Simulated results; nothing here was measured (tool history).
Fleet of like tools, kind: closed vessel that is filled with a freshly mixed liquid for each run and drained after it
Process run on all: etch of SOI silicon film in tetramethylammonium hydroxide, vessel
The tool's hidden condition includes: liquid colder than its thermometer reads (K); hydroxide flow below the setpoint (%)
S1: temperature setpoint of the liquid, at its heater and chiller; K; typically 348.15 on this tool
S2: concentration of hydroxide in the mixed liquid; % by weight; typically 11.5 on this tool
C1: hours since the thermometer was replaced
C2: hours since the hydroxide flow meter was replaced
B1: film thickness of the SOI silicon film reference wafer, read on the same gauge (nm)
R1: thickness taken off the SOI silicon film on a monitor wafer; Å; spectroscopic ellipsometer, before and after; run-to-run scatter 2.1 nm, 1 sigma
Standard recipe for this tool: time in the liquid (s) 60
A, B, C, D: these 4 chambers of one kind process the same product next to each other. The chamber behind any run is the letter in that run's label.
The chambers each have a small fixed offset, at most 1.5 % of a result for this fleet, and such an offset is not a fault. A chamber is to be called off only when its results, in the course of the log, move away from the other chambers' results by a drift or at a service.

Run 1B, hour 11.4: usual settings; C1 1266.3; C2 468.8; B1 30.002. Result: R1 5300.6 Å.
At hour 14.9: chamber B: hydroxide flow meter replaced.
Run 2D, hour 20.8: usual settings; C1 2017.6; C2 397.4; B1 30.003. Result: R1 5294.6 Å.
Run 3C, hour 27.8: usual settings; C1 1027.1; C2 1507.9; B1 30.01. Result: R1 5202.2 Å.
Run 4A, hour 39.5: usual settings; C1 684.7; C2 250.4; B1 29.987. Result: R1 5210.8 Å.
At hour 44.9: chamber C: thermometer replaced.
Run 5A, hour 50: usual settings; C1 695.2; C2 260.9; B1 29.999. Result: R1 5232.3 Å.
Run 6D, hour 61.3: usual settings; C1 2058.1; C2 437.9; B1 30. Result: R1 5255.3 Å.
Run 7B, hour 73.4: usual settings; C1 1328.3; C2 58.6; B1 29.995. Result: R1 5295.2 Å.
Run 8C, hour 81.3: usual settings but S2 10 % by weight; C1 36.4; C2 1561.4; B1 29.996. Result: R1 5488.9 Å.
Run 9D, hour 93.5: usual settings but S2 10 % by weight; C1 2090.3; C2 470.1; B1 29.991. Result: R1 5528.7 Å.
Run 10A, hour 104.7: usual settings but S2 10 % by weight; C1 749.9; C2 315.6; B1 29.996. Result: R1 5472.8 Å.
Run 11B, hour 116.4: usual settings but S2 10 % by weight; C1 1371.3; C2 101.6; B1 29.997. Result: R1 5544.6 Å.
Run 12C, hour 123: usual settings; C1 78.1; C2 1603.1; B1 29.987. Result: R1 5238 Å.
Run 13A, hour 135.7: usual settings; C1 780.9; C2 346.6; B1 29.991. Result: R1 5258.9 Å.
Run 14C, hour 145.3: usual settings; C1 100.4; C2 1625.4; B1 29.985. Result: R1 5237.4 Å.
Run 15D, hour 153.8: usual settings; C1 2150.6; C2 530.4; B1 30.001. Result: R1 5252.1 Å.
Run 16B, hour 164.3: usual settings; C1 1419.2; C2 149.5; B1 30.009. Result: R1 5305.5 Å.
Run 17A, hour 171: usual settings; C1 816.2; C2 381.9; B1 30.001. Result: R1 5229.4 Å.
Run 18C, hour 179.2: usual settings; C1 134.3; C2 1659.3; B1 30.003. Result: R1 5224.8 Å.
Run 19B, hour 186.2: usual settings; C1 1441.1; C2 171.4; B1 30.01. Result: R1 5321.2 Å.
Run 20D, hour 191.8: usual settings but time in the liquid (s) 40; C1 2188.6; C2 568.4; B1 30.006. Result: R1 3516.6 Å.
Run 21B, hour 197.6: usual settings but time in the liquid (s) 40; C1 1452.5; C2 182.8; B1 29.998. Result: R1 3547.5 Å.
Run 22D, hour 209.5: usual settings but time in the liquid (s) 40; C1 2206.3; C2 586.1; B1 29.999. Result: R1 3494.6 Å.
Run 23A, hour 218.6: usual settings but time in the liquid (s) 40; C1 863.8; C2 429.5; B1 29.999. Result: R1 3487.8 Å.
At hour 220.2: chamber A: thermometer replaced.
Run 24C, hour 224.1: usual settings; C1 179.2; C2 1704.2; B1 29.987. Result: R1 5260.1 Å.
Run 25A, hour 231.6: usual settings but S1 353.65 K; C1 11.4; C2 442.5; B1 30.008. Result: R1 7111.2 Å.
Run 26D, hour 238.5: usual settings but S1 353.65 K; C1 2235.3; C2 615.1; B1 30.007. Result: R1 7188.5 Å.
Run 27C, hour 247.1: usual settings but S1 353.65 K; C1 202.2; C2 1727.2; B1 30.002. Result: R1 7126.9 Å.
Run 28B, hour 256: usual settings but S1 353.65 K; C1 1510.9; C2 241.2; B1 29.997. Result: R1 7246.5 Å.
Run 29C, hour 267.5: usual settings; C1 222.6; C2 1747.6; B1 29.992. Result: R1 5233.6 Å.
Run 30D, hour 276.7: usual settings; C1 2273.5; C2 653.3; B1 30.008. Result: R1 5260.2 Å.

Has any chamber moved away from the others, gradually or after a service, or does the common gauge drift, or do the chambers differ only by their own small steady offsets? State the chamber and the most likely cause if one applies.

All chambers stay in line apart from their small fixed offsets, and the gauge does not drift.

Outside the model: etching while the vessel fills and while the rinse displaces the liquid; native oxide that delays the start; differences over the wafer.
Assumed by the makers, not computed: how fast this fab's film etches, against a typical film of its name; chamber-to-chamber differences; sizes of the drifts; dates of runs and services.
